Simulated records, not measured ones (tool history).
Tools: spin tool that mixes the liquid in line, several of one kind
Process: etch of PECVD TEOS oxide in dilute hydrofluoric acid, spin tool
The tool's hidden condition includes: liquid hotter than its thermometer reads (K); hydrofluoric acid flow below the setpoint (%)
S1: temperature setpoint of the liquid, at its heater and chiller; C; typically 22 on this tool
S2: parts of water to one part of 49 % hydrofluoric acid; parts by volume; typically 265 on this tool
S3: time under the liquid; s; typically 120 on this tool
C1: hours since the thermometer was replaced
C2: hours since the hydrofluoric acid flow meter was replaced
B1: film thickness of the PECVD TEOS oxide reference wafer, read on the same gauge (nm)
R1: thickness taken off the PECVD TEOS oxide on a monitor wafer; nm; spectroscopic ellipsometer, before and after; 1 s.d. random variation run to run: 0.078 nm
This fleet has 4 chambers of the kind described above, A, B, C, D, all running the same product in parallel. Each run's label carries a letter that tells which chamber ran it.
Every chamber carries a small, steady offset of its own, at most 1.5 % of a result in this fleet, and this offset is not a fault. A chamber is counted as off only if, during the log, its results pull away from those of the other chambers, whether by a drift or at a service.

| run | hour | S1 | S2 | S3 | C1 | C2 | B1 | R1 |
|---|---|---|---|---|---|---|---|---|
| 1C | 5.6 | 22 | 265 | 120 | 929.5 | 65.1 | 129.99 | 10.002 |
| 2D | 11.6 | 22 | 265 | 120 | 384.6 | 989.4 | 129.99 | 9.8902 |
| 3A | 23.9 | 22 | 265 | 120 | 25.9 | 234.7 | 130.01 | 9.9952 |
| 4B | 31.3 | 22 | 265 | 120 | 879 | 529 | 130.01 | 10.211 |
| 5D | 40.9 | 22 | 265 | 120 | 413.9 | 1018.7 | 130.03 | 10.049 |
| 6C | 48.5 | 22 | 265 | 120 | 972.4 | 108 | 129.97 | 9.9635 |
| 7B | 56.3 | 22 | 265 | 120 | 904 | 554 | 130 | 10.075 |
| 8A | 65.6 | 22 | 365 | 120 | 67.6 | 276.4 | 129.98 | 6.512 |
| 9C | 75.7 | 22 | 365 | 120 | 999.6 | 135.2 | 130 | 6.4737 |
| 10B | 86.8 | 22 | 365 | 120 | 934.5 | 584.5 | 129.97 | 6.5951 |
|  | 89.2 | chamber B: hydrofluoric acid flow meter replaced |
| 11D | 97.7 | 22 | 365 | 120 | 470.7 | 1075.5 | 130.02 | 6.5423 |
| 12A | 107.9 | 22 | 265 | 120 | 109.9 | 318.7 | 130 | 10.088 |
| 13C | 114.1 | 25.5 | 265 | 185 | 1038 | 173.6 | 130 | 17.574 |
| 14D | 123.9 | 25.5 | 265 | 185 | 496.9 | 1101.7 | 129.99 | 17.174 |
| 15A | 134.8 | 25.5 | 265 | 185 | 136.8 | 345.6 | 129.97 | 17.029 |
| 16B | 143.1 | 25.5 | 265 | 185 | 990.8 | 53.9 | 130.02 | 17.543 |
| 17C | 150.6 | 19 | 265 | 120 | 1074.5 | 210.1 | 129.99 | 8.9252 |
| 18B | 156.4 | 19 | 265 | 120 | 1004.1 | 67.2 | 130 | 8.9782 |
| 19D | 162.8 | 19 | 265 | 120 | 535.8 | 1140.6 | 130 | 8.8071 |
| 20A | 172.1 | 19 | 265 | 120 | 174.1 | 382.9 | 130 | 8.8783 |
| 21B | 178.6 | 17.5 | 265 | 65 | 1026.3 | 89.4 | 130.03 | 4.5954 |
|  | 182.5 | chamber C: thermometer replaced |
| 22D | 187.7 | 17.5 | 265 | 65 | 560.7 | 1165.5 | 129.99 | 4.5649 |
| 23A | 195.9 | 17.5 | 265 | 65 | 197.9 | 406.7 | 130 | 4.5342 |
| 24C | 207.8 | 17.5 | 265 | 65 | 25.3 | 267.3 | 130.03 | 4.5774 |
| 25D | 220.2 | 22 | 265 | 120 | 593.2 | 1198 | 130 | 9.9878 |
|  | 224.8 | chamber A: hydrofluoric acid flow meter replaced |
| 26C | 230.4 | 22 | 265 | 120 | 47.9 | 289.9 | 130.01 | 9.9155 |
| 27A | 240.4 | 22 | 265 | 120 | 242.4 | 15.7 | 130 | 9.9632 |
| 28B | 252.9 | 22 | 145 | 75 | 1100.6 | 163.7 | 129.99 | 13.149 |
| 29B | 261.9 | 22 | 145 | 75 | 1109.6 | 172.7 | 130 | 13.145 |
| 30A | 268.7 | 22 | 145 | 75 | 270.7 | 44 | 130 | 13.047 |
| 31D | 277.3 | 22 | 145 | 75 | 650.3 | 1255.1 | 129.98 | 12.956 |
| 32C | 286.8 | 22 | 265 | 120 | 104.3 | 346.3 | 129.99 | 9.8121 |
| 33A | 296.5 | 22 | 265 | 120 | 298.5 | 71.8 | 129.99 | 9.8304 |
| 34D | 306.6 | 22 | 265 | 120 | 679.6 | 1284.4 | 129.98 | 10.072 |
| 35B | 319 | 22 | 265 | 120 | 1166.7 | 229.8 | 130 | 10.077 |
| 36C | 327.4 | 22 | 265 | 120 | 144.9 | 386.9 | 129.97 | 9.9885 |
| 37C | 336.4 | 22 | 265 | 120 | 153.9 | 395.9 | 129.98 | 9.8354 |
| 38A | 347.8 | 22 | 265 | 120 | 349.8 | 123.1 | 129.96 | 9.9536 |

Which is it: a chamber that has drifted or been left off by a service, a gauge drift common to all chambers, or only each chamber's usual small offset? If a chamber is off, name it and its likeliest cause.

Beyond each chamber's small constant offset nothing stands out, and the gauge stays steady.

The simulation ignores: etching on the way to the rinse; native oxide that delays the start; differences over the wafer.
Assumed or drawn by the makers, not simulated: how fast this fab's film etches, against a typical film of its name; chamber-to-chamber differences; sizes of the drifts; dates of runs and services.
